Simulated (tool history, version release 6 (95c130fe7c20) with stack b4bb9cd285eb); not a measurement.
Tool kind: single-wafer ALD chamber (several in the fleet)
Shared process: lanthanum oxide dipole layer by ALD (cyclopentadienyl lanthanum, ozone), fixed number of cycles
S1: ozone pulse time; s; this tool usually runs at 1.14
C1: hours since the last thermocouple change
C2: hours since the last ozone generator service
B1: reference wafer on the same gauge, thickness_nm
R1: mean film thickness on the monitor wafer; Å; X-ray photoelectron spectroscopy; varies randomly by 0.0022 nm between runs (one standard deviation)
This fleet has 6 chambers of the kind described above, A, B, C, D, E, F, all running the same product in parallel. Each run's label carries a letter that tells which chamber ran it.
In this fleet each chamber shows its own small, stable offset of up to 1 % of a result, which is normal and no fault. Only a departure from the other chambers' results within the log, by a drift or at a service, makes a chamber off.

Run 1A, hour 3.3: usual settings; C1 839.4; C2 124.0; B1 0.42482. Result: R1 5.1605 Å.
Run 2C, hour 9.6: usual settings; C1 1960.0; C2 799.5; B1 0.42539. Result: R1 5.1837 Å.
At hour 11.4: chamber D: ozone generator serviced.
Run 3B, hour 14.5: usual settings; C1 2328.4; C2 703.3; B1 0.42492. Result: R1 5.2319 Å.
Run 4E, hour 19.7: usual settings; C1 255.2; C2 179.7; B1 0.42490. Result: R1 5.1860 Å.
Run 5D, hour 23.9: usual settings; C1 1572.2; C2 12.6; B1 0.42455. Result: R1 5.1866 Å.
Run 6F, hour 29.3: usual settings; C1 908.6; C2 159.7; B1 0.42537. Result: R1 5.2411 Å.
Run 7C, hour 32.7: usual settings; C1 1983.1; C2 822.6; B1 0.42488. Result: R1 5.1591 Å.
At hour 36.3: chamber D: thermocouple changed; heater temperature recalibrated.
Run 8A, hour 37.3: usual settings; C1 873.4; C2 158.0; B1 0.42494. Result: R1 5.1246 Å.
Run 9B, hour 42.2: usual settings; C1 2356.1; C2 731.0; B1 0.42518. Result: R1 5.2050 Å.
Run 10F, hour 46.6: usual settings; C1 925.9; C2 177.0; B1 0.42464. Result: R1 5.2072 Å.
Run 11D, hour 51.9: usual settings but S1 0.97 s; C1 15.6; C2 40.6; B1 0.42508. Result: R1 4.9547 Å.
Run 12E, hour 58.0: usual settings but S1 0.97 s; C1 293.5; C2 218.0; B1 0.42507. Result: R1 4.9240 Å.
Run 13D, hour 61.8: usual settings but S1 0.97 s; C1 25.5; C2 50.5; B1 0.42440. Result: R1 4.9587 Å.
Run 14E, hour 67.3: usual settings but S1 0.97 s; C1 302.8; C2 227.3; B1 0.42469. Result: R1 4.9267 Å.
Run 15A, hour 74.1: usual settings but S1 0.97 s; C1 910.2; C2 194.8; B1 0.42474. Result: R1 4.9077 Å.
Run 16F, hour 81.0: usual settings but S1 0.97 s; C1 960.3; C2 211.4; B1 0.42501. Result: R1 4.9903 Å.
Run 17B, hour 88.4: usual settings; C1 2402.3; C2 777.2; B1 0.42474. Result: R1 5.2611 Å.
Run 18C, hour 93.8: usual settings; C1 2044.2; C2 883.7; B1 0.42527. Result: R1 5.2091 Å.
At hour 97.7: chamber B: ozone generator serviced.
Run 19D, hour 100.5: usual settings; C1 64.2; C2 89.2; B1 0.42483. Result: R1 5.2148 Å.
Run 20B, hour 104.4: usual settings; C1 2418.3; C2 6.8; B1 0.42489. Result: R1 5.2393 Å.
Run 21E, hour 109.3: usual settings; C1 344.8; C2 269.3; B1 0.42528. Result: R1 5.2386 Å.
Run 22A, hour 116.5: usual settings; C1 952.6; C2 237.2; B1 0.42510. Result: R1 5.1191 Å.
Run 23F, hour 121.1: usual settings but S1 1.49 s; C1 1000.4; C2 251.5; B1 0.42487. Result: R1 5.5525 Å.
Run 24C, hour 127.2: usual settings but S1 1.49 s; C1 2077.6; C2 917.1; B1 0.42479. Result: R1 5.4833 Å.
Run 25C, hour 130.5: usual settings but S1 1.49 s; C1 2080.9; C2 920.4; B1 0.42478. Result: R1 5.4904 Å.
Run 26A, hour 135.0: usual settings but S1 1.49 s; C1 971.1; C2 255.7; B1 0.42553. Result: R1 5.4834 Å.
Run 27F, hour 139.2: usual settings but S1 1.49 s; C1 1018.5; C2 269.6; B1 0.42455. Result: R1 5.5010 Å.
Run 28B, hour 144.4: usual settings but S1 1.49 s; C1 2458.3; C2 46.8; B1 0.42486. Result: R1 5.5582 Å.
Run 29E, hour 148.3: usual settings; C1 383.8; C2 308.3; B1 0.42480. Result: R1 5.2003 Å.
Run 30D, hour 153.2: usual settings; C1 116.9; C2 141.9; B1 0.42449. Result: R1 5.1899 Å.
Run 31E, hour 160.0: usual settings; C1 395.5; C2 320.0; B1 0.42490. Result: R1 5.1947 Å.
Run 32F, hour 167.5: usual settings; C1 1046.8; C2 297.9; B1 0.42540. Result: R1 5.1886 Å.
Run 33D, hour 174.2: usual settings; C1 137.9; C2 162.9; B1 0.42515. Result: R1 5.2370 Å.
Run 34A, hour 181.6: usual settings; C1 1017.7; C2 302.3; B1 0.42540. Result: R1 5.1507 Å.
Run 35B, hour 186.1: usual settings; C1 2500.0; C2 88.5; B1 0.42509. Result: R1 5.2212 Å.
Run 36C, hour 189.7: usual settings but S1 1.48 s; C1 2140.1; C2 979.6; B1 0.42520. Result: R1 5.4606 Å.
Run 37A, hour 193.5: usual settings but S1 1.48 s; C1 1029.6; C2 314.2; B1 0.42502. Result: R1 5.4056 Å.
Run 38D, hour 200.8: usual settings but S1 1.48 s; C1 164.5; C2 189.5; B1 0.42516. Result: R1 5.5167 Å.
Run 39F, hour 206.6: usual settings but S1 1.48 s; C1 1085.9; C2 337.0; B1 0.42459. Result: R1 5.5031 Å.
Run 40E, hour 210.5: usual settings but S1 1.48 s; C1 446.0; C2 370.5; B1 0.42459. Result: R1 5.4505 Å.
Run 41C, hour 217.1: usual settings but S1 1.48 s; C1 2167.5; C2 1007.0; B1 0.42534. Result: R1 5.5002 Å.
Run 42B, hour 221.7: usual settings; C1 2535.6; C2 124.1; B1 0.42493. Result: R1 5.1835 Å.
Run 43F, hour 226.8: usual settings; C1 1106.1; C2 357.2; B1 0.42494. Result: R1 5.2251 Å.
Run 44C, hour 232.6: usual settings; C1 2183.0; C2 1022.5; B1 0.42494. Result: R1 5.1478 Å.

Does one chamber stand apart from the rest, does the shared gauge drift, or is all well apart from small per-chamber offsets? Give the chamber and the most likely cause, where there is one.

The fleet is healthy, with each chamber sitting at its usual small offset and no drift in the gauge.
